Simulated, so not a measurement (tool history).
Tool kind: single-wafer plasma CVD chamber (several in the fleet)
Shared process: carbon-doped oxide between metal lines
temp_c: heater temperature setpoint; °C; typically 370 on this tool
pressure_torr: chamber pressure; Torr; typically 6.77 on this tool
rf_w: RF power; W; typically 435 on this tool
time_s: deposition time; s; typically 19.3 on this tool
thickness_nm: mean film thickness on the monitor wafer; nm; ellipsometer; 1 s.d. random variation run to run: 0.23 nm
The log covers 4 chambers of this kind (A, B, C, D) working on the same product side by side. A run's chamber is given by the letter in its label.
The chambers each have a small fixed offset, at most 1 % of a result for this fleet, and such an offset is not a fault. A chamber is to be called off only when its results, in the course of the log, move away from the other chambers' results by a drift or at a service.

run,day,temp_c,pressure_torr,rf_w,time_s,"read-back reference wafer on the same gauge, thickness_nm",thickness_nm
1D,0.088,370,6.77,435,19.3,82.687,89.233
2B,0.250,370,6.77,435,19.3,82.682,88.409
3C,0.383,370,6.77,435,19.3,82.693,87.884
4A,0.483,370,6.77,435,19.3,82.680,88.195
5B,0.588,370,6.77,435,19.3,82.704,88.883
6D,0.779,370,6.77,435,19.3,82.723,89.535
7C,0.917,370,6.77,435,19.3,82.704,87.842
8A,1.067,370,6.77,435,19.3,82.702,88.416
9C,1.212,370,6.77,435,19.3,82.696,88.120
10A,1.375,370,6.77,435,19.3,82.716,88.392
11B,1.554,370,6.77,435,19.3,82.659,88.793
12D,1.725,370,6.77,435,19.3,82.696,89.422
13A,1.908,370,6.77,435,19.3,82.686,88.574
14C,2.075,370,6.77,435,19.3,82.627,87.831
15B,2.204,370,6.77,435,19.3,82.676,88.563
16D,2.288,370,6.77,435,19.3,82.668,89.451
17C,2.433,370,6.77,435,19.3,82.686,87.832
18D,2.521,370,6.77,435,19.3,82.750,89.521
19B,2.683,370,6.77,495,21.3,82.687,106.600
20A,2.796,370,6.77,495,21.3,82.678,106.620
21D,2.979,370,6.77,495,21.3,82.658,107.300
22C,3.092,370,6.77,495,21.3,82.698,105.890
23B,3.233,370,6.77,435,19.3,82.710,88.660
24A,3.388,380,6.77,460,19.3,82.684,90.226
25B,3.517,380,6.77,460,19.3,82.691,89.879
26C,3.704,380,6.77,460,19.3,82.754,89.507
27D,3.879,380,6.77,460,19.3,82.708,91.053
28A,3.971,370,7.34,435,16.2,82.715,74.794
29B,4.162,370,7.34,435,16.2,82.714,75.196
30C,4.296,370,7.34,435,16.2,82.688,74.063
31D,4.404,370,7.34,435,16.2,82.712,76.029
32A,4.571,370,6.77,435,19.3,82.675,88.186
33C,4.683,370,6.77,435,19.3,82.681,87.884
34D,4.846,370,6.77,435,19.3,82.723,89.266
35B,4.962,370,6.77,435,19.3,82.646,88.840
36A,5.088,370,6.77,435,19.3,82.700,88.675
37B,5.171,370,6.77,435,19.3,82.643,88.986
38C,5.325,370,6.77,435,19.3,82.737,87.979

Each of the 4 chambers runs these same settings next. Fill in every chamber's results:
39A,5.462,370,6.77,435,19.3,,?
39B,5.462,370,6.77,435,19.3,,?
39C,5.462,370,6.77,435,19.3,,?
39D,5.462,370,6.77,435,19.3,,?

run,thickness_nm
39A,88.296
39B,88.423
39C,87.850
39D,89.526

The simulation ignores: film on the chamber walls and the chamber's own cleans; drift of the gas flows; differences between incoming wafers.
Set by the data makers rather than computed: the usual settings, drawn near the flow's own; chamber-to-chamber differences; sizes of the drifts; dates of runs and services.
